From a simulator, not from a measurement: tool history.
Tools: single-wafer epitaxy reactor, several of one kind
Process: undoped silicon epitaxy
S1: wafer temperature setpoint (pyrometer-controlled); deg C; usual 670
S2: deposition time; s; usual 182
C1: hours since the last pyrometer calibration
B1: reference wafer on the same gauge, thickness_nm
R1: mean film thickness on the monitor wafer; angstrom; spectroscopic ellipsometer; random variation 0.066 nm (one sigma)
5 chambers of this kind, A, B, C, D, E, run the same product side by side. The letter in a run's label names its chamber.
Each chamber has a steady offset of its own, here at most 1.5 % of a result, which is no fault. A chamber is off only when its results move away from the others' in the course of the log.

{"run": "1B", "hour": 2.9, "S1": 670, "S2": 182, "C1": 1147.8, "B1": 41.819, "R1": 467.77}
{"run": "2D", "hour": 7.7, "S1": 670, "S2": 182, "C1": 559.6, "B1": 41.818, "R1": 471.49}
{"run": "3A", "hour": 12.1, "S1": 670, "S2": 182, "C1": 1755.6, "B1": 41.814, "R1": 473.6}
{"run": "4C", "hour": 16.5, "S1": 670, "S2": 182, "C1": 856.3, "B1": 41.833, "R1": 472.62}
{"run": "5E", "hour": 19.8, "S1": 670, "S2": 182, "C1": 1096.9, "B1": 41.824, "R1": 468.14}
{"run": "6A", "hour": 24.2, "S1": 664, "S2": 169, "C1": 1767.7, "B1": 41.848, "R1": 387.77}
{"run": "7E", "hour": 28.7, "S1": 664, "S2": 169, "C1": 1105.8, "B1": 41.86, "R1": 383.45}
{"run": "8C", "hour": 33.3, "S1": 664, "S2": 169, "C1": 873.1, "B1": 41.854, "R1": 385.95}
{"run": "9B", "hour": 36.6, "S1": 664, "S2": 169, "C1": 1181.5, "B1": 41.869, "R1": 384.71}
{"run": "10D", "hour": 41.3, "S1": 664, "S2": 169, "C1": 593.2, "B1": 41.881, "R1": 385.95}
{"run": "11A", "hour": 45.7, "S1": 670, "S2": 182, "C1": 1789.2, "B1": 41.887, "R1": 475.05}
{"run": "12E", "hour": 49.9, "S1": 670, "S2": 182, "C1": 1127, "B1": 41.88, "R1": 470.39}
{"run": "13C", "hour": 54.8, "S1": 679, "S2": 158, "C1": 894.6, "B1": 41.895, "R1": 492.8}
{"run": "14B", "hour": 58.8, "S1": 679, "S2": 158, "C1": 1203.7, "B1": 41.898, "R1": 490.27}
{"run": "15D", "hour": 63.2, "S1": 679, "S2": 158, "C1": 615.1, "B1": 41.906, "R1": 493.26}
{"run": "16A", "hour": 67.6, "S1": 679, "S2": 158, "C1": 1811.1, "B1": 41.918, "R1": 497.03}
{"run": "17D", "hour": 70.2, "S1": 679, "S2": 158, "C1": 622.1, "B1": 41.923, "R1": 492.79}
{"run": "18B", "hour": 72.7, "S1": 676, "S2": 194, "C1": 1217.6, "B1": 41.939, "R1": 565.1}
{"run": "19E", "hour": 77.3, "S1": 676, "S2": 194, "C1": 1154.4, "B1": 41.924, "R1": 570.07}
{"run": "20C", "hour": 80.2, "S1": 676, "S2": 194, "C1": 920, "B1": 41.957, "R1": 570.96}
{"run": "21A", "hour": 84.9, "S1": 676, "S2": 194, "C1": 1828.4, "B1": 41.953, "R1": 575.59}
{"run": "22D", "hour": 88.7, "S1": 676, "S2": 194, "C1": 640.6, "B1": 41.937, "R1": 570.46}
{"run": "23B", "hour": 91.6, "S1": 670, "S2": 182, "C1": 1236.5, "B1": 41.941, "R1": 470.83}
{"run": "24E", "hour": 95.8, "S1": 670, "S2": 182, "C1": 1172.9, "B1": 41.971, "R1": 470.09}
{"run": "25C", "hour": 100.6, "S1": 670, "S2": 182, "C1": 940.4, "B1": 41.963, "R1": 473.24}
{"run": "26B", "hour": 103.2, "S1": 670, "S2": 182, "C1": 1248.1, "B1": 41.989, "R1": 468.93}
{"run": "27A", "hour": 107.7, "S1": 670, "S2": 182, "C1": 1851.2, "B1": 41.993, "R1": 474.91}
{"run": "28D", "hour": 112.4, "S1": 670, "S2": 182, "C1": 664.3, "B1": 41.996, "R1": 473.5}
{"run": "29E", "hour": 115.1, "S1": 670, "S2": 182, "C1": 1192.2, "B1": 42.021, "R1": 469.62}
{"run": "30C", "hour": 117.5, "S1": 670, "S2": 182, "C1": 957.3, "B1": 42.018, "R1": 474.07}
{"run": "31D", "hour": 120.1, "S1": 670, "S2": 182, "C1": 672, "B1": 42.029, "R1": 474.1}
{"run": "32B", "hour": 124.9, "S1": 670, "S2": 182, "C1": 1269.8, "B1": 42.021, "R1": 470.8}
{"run": "33E", "hour": 128.9, "S1": 670, "S2": 182, "C1": 1206, "B1": 42.035, "R1": 471.26}
{"run": "34C", "hour": 132.2, "S1": 670, "S2": 182, "C1": 972, "B1": 42.058, "R1": 474.25}

Next, every chamber runs the same settings. What will each give?
{"run": "35A", "hour": 135.7, "S1": 670, "S2": 157, "R1": "?"}
{"run": "35B", "hour": 135.7, "S1": 670, "S2": 157, "R1": "?"}
{"run": "35C", "hour": 135.7, "S1": 670, "S2": 157, "R1": "?"}
{"run": "35D", "hour": 135.7, "S1": 670, "S2": 157, "R1": "?"}
{"run": "35E", "hour": 135.7, "S1": 670, "S2": 157, "R1": "?"}

run=35A R1=410.38
run=35B R1=406.11
run=35C R1=408.54
run=35D R1=407.91
run=35E R1=406.98

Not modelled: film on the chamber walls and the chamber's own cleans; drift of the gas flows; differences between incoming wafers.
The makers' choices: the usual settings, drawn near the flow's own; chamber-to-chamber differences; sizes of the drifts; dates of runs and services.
